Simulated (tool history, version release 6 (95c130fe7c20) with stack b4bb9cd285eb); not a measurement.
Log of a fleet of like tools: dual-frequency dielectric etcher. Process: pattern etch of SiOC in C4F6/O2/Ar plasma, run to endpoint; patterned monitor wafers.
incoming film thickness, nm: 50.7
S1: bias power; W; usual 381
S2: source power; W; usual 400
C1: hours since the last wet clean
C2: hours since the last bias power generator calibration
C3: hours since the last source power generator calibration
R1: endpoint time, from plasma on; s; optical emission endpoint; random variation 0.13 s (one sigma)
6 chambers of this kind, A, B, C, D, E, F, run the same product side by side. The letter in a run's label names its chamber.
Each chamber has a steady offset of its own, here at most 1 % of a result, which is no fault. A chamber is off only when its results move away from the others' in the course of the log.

{"hour": 5.3, "done": "chamber C: wet clean of the chamber"}
{"run": "1F", "hour": 7.0, "S1": 381, "S2": 400, "C1": 305.9, "C2": 1499, "C3": 2331.4, "R1": 18.868}
{"run": "2A", "hour": 18.5, "S1": 381, "S2": 400, "C1": 243.5, "C2": 1896.5, "C3": 820.4, "R1": 18.836}
{"run": "3C", "hour": 25.5, "S1": 381, "S2": 400, "C1": 20.2, "C2": 2271.8, "C3": 532.5, "R1": 18.688}
{"run": "4B", "hour": 32.5, "S1": 381, "S2": 400, "C1": 597.4, "C2": 531.9, "C3": 590.5, "R1": 18.729}
{"run": "5E", "hour": 39.8, "S1": 381, "S2": 400, "C1": 164.1, "C2": 1206.4, "C3": 859.6, "R1": 18.71}
{"run": "6D", "hour": 49.2, "S1": 381, "S2": 400, "C1": 559.5, "C2": 214.9, "C3": 231.2, "R1": 18.971}
{"run": "7D", "hour": 58.0, "S1": 381, "S2": 400, "C1": 568.3, "C2": 223.7, "C3": 240, "R1": 19.383}
{"run": "8C", "hour": 68.6, "S1": 381, "S2": 400, "C1": 63.3, "C2": 2314.9, "C3": 575.6, "R1": 18.923}
{"run": "9F", "hour": 74.1, "S1": 381, "S2": 400, "C1": 373, "C2": 1566.1, "C3": 2398.5, "R1": 19.099}
{"run": "10A", "hour": 84.0, "S1": 381, "S2": 400, "C1": 309, "C2": 1962, "C3": 885.9, "R1": 18.786}
{"run": "11E", "hour": 91.1, "S1": 381, "S2": 400, "C1": 215.4, "C2": 1257.7, "C3": 910.9, "R1": 18.797}
{"hour": 97.9, "done": "chamber D: wet clean of the chamber"}
{"run": "12B", "hour": 101.7, "S1": 381, "S2": 400, "C1": 666.6, "C2": 601.1, "C3": 659.7, "R1": 18.596}
{"run": "13F", "hour": 109.6, "S1": 350, "S2": 480, "C1": 408.5, "C2": 1601.6, "C3": 2434, "R1": 18.321}
{"run": "14A", "hour": 119.2, "S1": 350, "S2": 480, "C1": 344.2, "C2": 1997.2, "C3": 921.1, "R1": 18.082}
{"run": "15C", "hour": 127.5, "S1": 350, "S2": 480, "C1": 122.2, "C2": 2373.8, "C3": 634.5, "R1": 18.338}
{"hour": 130.8, "done": "chamber C: bias power generator calibrated"}
{"run": "16D", "hour": 136.0, "S1": 350, "S2": 480, "C1": 38.2, "C2": 301.7, "C3": 318, "R1": 18.394}
{"run": "17B", "hour": 144.7, "S1": 350, "S2": 480, "C1": 709.6, "C2": 644.1, "C3": 702.7, "R1": 17.875}
{"run": "18E", "hour": 155.7, "S1": 350, "S2": 480, "C1": 280, "C2": 1322.3, "C3": 975.5, "R1": 18.108}
{"hour": 156.8, "done": "chamber B: wet clean of the chamber"}
{"run": "19D", "hour": 166.0, "S1": 381, "S2": 400, "C1": 68.2, "C2": 331.7, "C3": 348, "R1": 19.022}
{"run": "20C", "hour": 172.1, "S1": 381, "S2": 400, "C1": 166.8, "C2": 41.4, "C3": 679.1, "R1": 19.06}
{"run": "21B", "hour": 178.3, "S1": 381, "S2": 400, "C1": 21.5, "C2": 677.7, "C3": 736.3, "R1": 18.717}
{"run": "22E", "hour": 186.7, "S1": 465, "S2": 400, "C1": 311, "C2": 1353.3, "C3": 1006.5, "R1": 17.808}
{"run": "23A", "hour": 193.6, "S1": 465, "S2": 400, "C1": 418.6, "C2": 2071.6, "C3": 995.5, "R1": 17.5}
{"run": "24F", "hour": 201.5, "S1": 465, "S2": 400, "C1": 500.4, "C2": 1693.5, "C3": 2525.9, "R1": 17.56}
{"run": "25D", "hour": 210.1, "S1": 465, "S2": 400, "C1": 112.3, "C2": 375.8, "C3": 392.1, "R1": 17.862}
{"run": "26F", "hour": 216.9, "S1": 465, "S2": 400, "C1": 515.8, "C2": 1708.9, "C3": 2541.3, "R1": 17.706}
{"run": "27E", "hour": 225.8, "S1": 465, "S2": 400, "C1": 350.1, "C2": 1392.4, "C3": 1045.6, "R1": 17.954}
{"run": "28B", "hour": 231.6, "S1": 381, "S2": 400, "C1": 74.8, "C2": 731, "C3": 789.6, "R1": 18.776}
{"run": "29A", "hour": 240.7, "S1": 381, "S2": 320, "C1": 465.7, "C2": 2118.7, "C3": 1042.6, "R1": 20.484}
{"run": "30C", "hour": 245.8, "S1": 381, "S2": 320, "C1": 240.5, "C2": 115.1, "C3": 752.8, "R1": 20.778}
{"run": "31C", "hour": 256.8, "S1": 381, "S2": 320, "C1": 251.5, "C2": 126.1, "C3": 763.8, "R1": 20.342}
{"run": "32F", "hour": 267.2, "S1": 381, "S2": 320, "C1": 566.1, "C2": 1759.2, "C3": 2591.6, "R1": 20.621}
{"run": "33B", "hour": 275.0, "S1": 381, "S2": 320, "C1": 118.2, "C2": 774.4, "C3": 833, "R1": 20.302}
{"run": "34E", "hour": 283.0, "S1": 381, "S2": 320, "C1": 407.3, "C2": 1449.6, "C3": 1102.8, "R1": 21.153}
{"run": "35D", "hour": 293.6, "S1": 381, "S2": 400, "C1": 195.8, "C2": 459.3, "C3": 475.6, "R1": 19.074}
{"run": "36A", "hour": 304.6, "S1": 381, "S2": 400, "C1": 529.6, "C2": 2182.6, "C3": 1106.5, "R1": 18.797}
{"run": "37B", "hour": 312.6, "S1": 381, "S2": 470, "C1": 155.8, "C2": 812, "C3": 870.6, "R1": 17.812}
{"run": "38E", "hour": 322.7, "S1": 381, "S2": 470, "C1": 447, "C2": 1489.3, "C3": 1142.5, "R1": 18.553}
{"run": "39A", "hour": 332.5, "S1": 381, "S2": 470, "C1": 557.5, "C2": 2210.5, "C3": 1134.4, "R1": 17.605}

Next, every chamber runs the same settings. What will each give?
{"run": "40A", "hour": 340.7, "S1": 381, "S2": 490, "R1": "?"}
{"run": "40B", "hour": 340.7, "S1": 381, "S2": 490, "R1": "?"}
{"run": "40C", "hour": 340.7, "S1": 381, "S2": 490, "R1": "?"}
{"run": "40D", "hour": 340.7, "S1": 381, "S2": 490, "R1": "?"}
{"run": "40E", "hour": 340.7, "S1": 381, "S2": 490, "R1": "?"}
{"run": "40F", "hour": 340.7, "S1": 381, "S2": 490, "R1": "?"}

run=40A R1=17.465
run=40B R1=17.375
run=40C R1=17.674
run=40D R1=17.622
run=40E R1=18.383
run=40F R1=17.402
